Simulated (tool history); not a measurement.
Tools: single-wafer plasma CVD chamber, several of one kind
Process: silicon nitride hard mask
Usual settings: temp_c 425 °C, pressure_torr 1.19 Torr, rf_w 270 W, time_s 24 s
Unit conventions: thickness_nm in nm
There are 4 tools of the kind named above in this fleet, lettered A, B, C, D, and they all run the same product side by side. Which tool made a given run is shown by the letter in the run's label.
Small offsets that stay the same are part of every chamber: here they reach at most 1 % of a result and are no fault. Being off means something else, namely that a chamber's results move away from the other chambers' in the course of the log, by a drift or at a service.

run,hour,temp_c,pressure_torr,rf_w,time_s,hours since the last thermocouple change,hours since the last RF generator calibration,hours since the last manometer calibration,"read-back reference wafer on the same gauge, thickness_nm",thickness_nm
1B,5,425,1.19,270,24,955,1710,828.7,23.785,23.178
2C,9.7,425,1.19,270,24,1947.4,591.7,292.8,23.822,23.331
3A,15,425,1.19,270,24,1231.3,293,762.2,23.788,22.994
4D,18.6,425,1.19,270,24,701.2,578.9,281.1,23.831,23.29
5C,23.7,425,1.19,270,24,1961.4,605.7,306.8,23.811,23.257
6B,28.4,425,1.19,270,24,978.4,1733.4,852.1,23.824,23.289
7A,31.6,425,1.19,270,24,1247.9,309.6,778.8,23.789,23.083
8D,36.2,425,1.19,270,24,718.8,596.5,298.7,23.782,23.358
9C,40,425,1.19,270,24,1977.7,622,323.1,23.813,23.456
10B,44.2,425,1.19,270,24,994.2,1749.2,867.9,23.818,23.091
11A,48.5,425,1.19,270,21.6,1264.8,326.5,795.7,23.795,20.683
12D,53.6,425,1.19,270,21.6,736.2,613.9,316.1,23.811,21.109
13B,56.4,425,1.19,270,21.6,1006.4,1761.4,880.1,23.798,20.927
14C,61,425,1.19,270,21.6,1998.7,643,344.1,23.794,21.066
15D,67,425,1.19,270,24,749.6,627.3,329.5,23.788,23.307
16A,73,425,1.19,270,24,1289.3,351,820.2,23.823,22.87
# hour 76.4: chamber B: RF generator calibrated
17C,77.8,425,1.19,270,24,2015.5,659.8,360.9,23.788,23.281
18B,80.8,425,1.19,270,24,1030.8,4.5,904.5,23.793,23.166
19D,83.6,425,1.19,270,24,766.2,643.9,346.1,23.776,23.241
# hour 84.8: chamber B: thermocouple changed; heater temperature recalibrated
20A,89.4,425,1.19,270,24,1305.7,367.4,836.6,23.779,22.919
21D,95.2,425,1.19,270,24,777.8,655.5,357.7,23.805,23.56
22C,100.1,425,1.19,270,24,2037.8,682.1,383.2,23.8,23.405
23B,102.8,425,1.19,270,24,18,26.5,926.5,23.81,23.367
24A,106.3,425,1.19,270,24,1322.6,384.3,853.5,23.784,22.746
25A,108.9,425,1.19,270,24,1325.2,386.9,856.1,23.791,22.854
26D,113.9,425,1.19,270,24,796.5,674.2,376.4,23.8,23.279
27C,117.6,425,1.19,270,24,2055.3,699.6,400.7,23.804,23.109
28B,122.6,425,1.19,270,24,37.8,46.3,946.3,23.802,23.11
29D,127.7,425,1.19,270,24,810.3,688,390.2,23.803,23.416
30B,132.7,425,1.41,270,24,47.9,56.4,956.4,23.786,24.397
31C,135.7,425,1.41,270,24,2073.4,717.7,418.8,23.805,24.477

All chambers now run identical settings, listed one chamber a line with results as question marks. What results will each chamber show?
32A,140,420,1.19,270,24,,,,,?
32B,140,420,1.19,270,24,,,,,?
32C,140,420,1.19,270,24,,,,,?
32D,140,420,1.19,270,24,,,,,?

run,thickness_nm
32A,22.57
32B,23.2
32C,23.504
32D,23.425

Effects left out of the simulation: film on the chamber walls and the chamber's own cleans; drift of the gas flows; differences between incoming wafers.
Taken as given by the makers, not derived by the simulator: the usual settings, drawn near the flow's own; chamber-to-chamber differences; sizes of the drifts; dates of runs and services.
